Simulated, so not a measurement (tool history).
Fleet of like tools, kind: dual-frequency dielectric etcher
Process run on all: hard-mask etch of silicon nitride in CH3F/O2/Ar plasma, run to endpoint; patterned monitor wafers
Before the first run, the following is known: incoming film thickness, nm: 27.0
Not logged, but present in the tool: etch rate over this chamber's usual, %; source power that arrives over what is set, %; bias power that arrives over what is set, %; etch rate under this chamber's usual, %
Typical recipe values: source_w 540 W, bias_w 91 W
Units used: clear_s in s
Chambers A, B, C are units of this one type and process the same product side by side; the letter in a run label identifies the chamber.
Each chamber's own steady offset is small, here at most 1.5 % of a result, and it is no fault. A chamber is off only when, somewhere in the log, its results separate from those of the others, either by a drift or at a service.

run,hour,source_w,bias_w,hours since the last wet clean,hours since the last source power generator calibration,hours since the last bias power generator calibration,clear_s
1C,2.4,540,91,84.0,1087.5,988.6,31.591
2B,7.3,540,91,514.7,3297.8,1637.5,32.229
3A,12.1,540,91,171.5,2561.5,2938.3,31.675
4B,15.7,540,91,523.1,3306.2,1645.9,31.682
5C,20.6,460,91,102.2,1105.7,1006.8,34.112
6A,24.0,460,91,183.4,2573.4,2950.2,34.170
7C,26.5,460,91,108.1,1111.6,1012.7,33.491
8A,29.6,540,91,189.0,2579.0,2955.8,31.750
9B,32.2,540,91,539.6,3322.7,1662.4,32.067
10B,35.8,540,91,543.2,3326.3,1666.0,32.249
11C,40.0,540,91,121.6,1125.1,1026.2,31.731
12A,42.5,540,91,201.9,2591.9,2968.7,31.926
13A,45.0,540,91,204.4,2594.4,2971.2,32.282
14C,48.7,540,91,130.3,1133.8,1034.9,31.661
15B,52.3,540,91,559.7,3342.8,1682.5,32.062
16B,57.5,540,91,564.9,3348.0,1687.7,31.902
17A,61.2,650,70,220.6,2610.6,2987.4,32.158
18C,65.9,650,70,147.5,1151.0,1052.1,32.313
19C,71.2,650,70,152.8,1156.3,1057.4,33.096
20B,76.1,540,91,583.5,3366.6,1706.3,32.218
21A,80.0,540,91,239.4,2629.4,3006.2,31.961
22A,82.7,540,91,242.1,2632.1,3008.9,31.880
23B,85.1,540,91,592.5,3375.6,1715.3,31.895
24C,90.5,590,113,172.1,1175.6,1076.7,28.443
25B,95.6,590,113,603.0,3386.1,1725.8,28.673
26A,100.1,590,113,259.5,2649.5,3026.3,28.681
27C,104.2,540,91,185.8,1189.3,1090.4,31.859
28B,107.4,540,91,614.8,3397.9,1737.6,32.089
29A,110.4,540,91,269.8,2659.8,3036.6,31.603
30C,113.6,540,91,195.2,1198.7,1099.8,31.896

Has any chamber moved away from the others, gradually or after a service, or does the common gauge drift, or do the chambers differ only by their own small steady offsets? State the chamber and the most likely cause if one applies.

All chambers stay in line apart from their small fixed offsets, and the gauge does not drift.
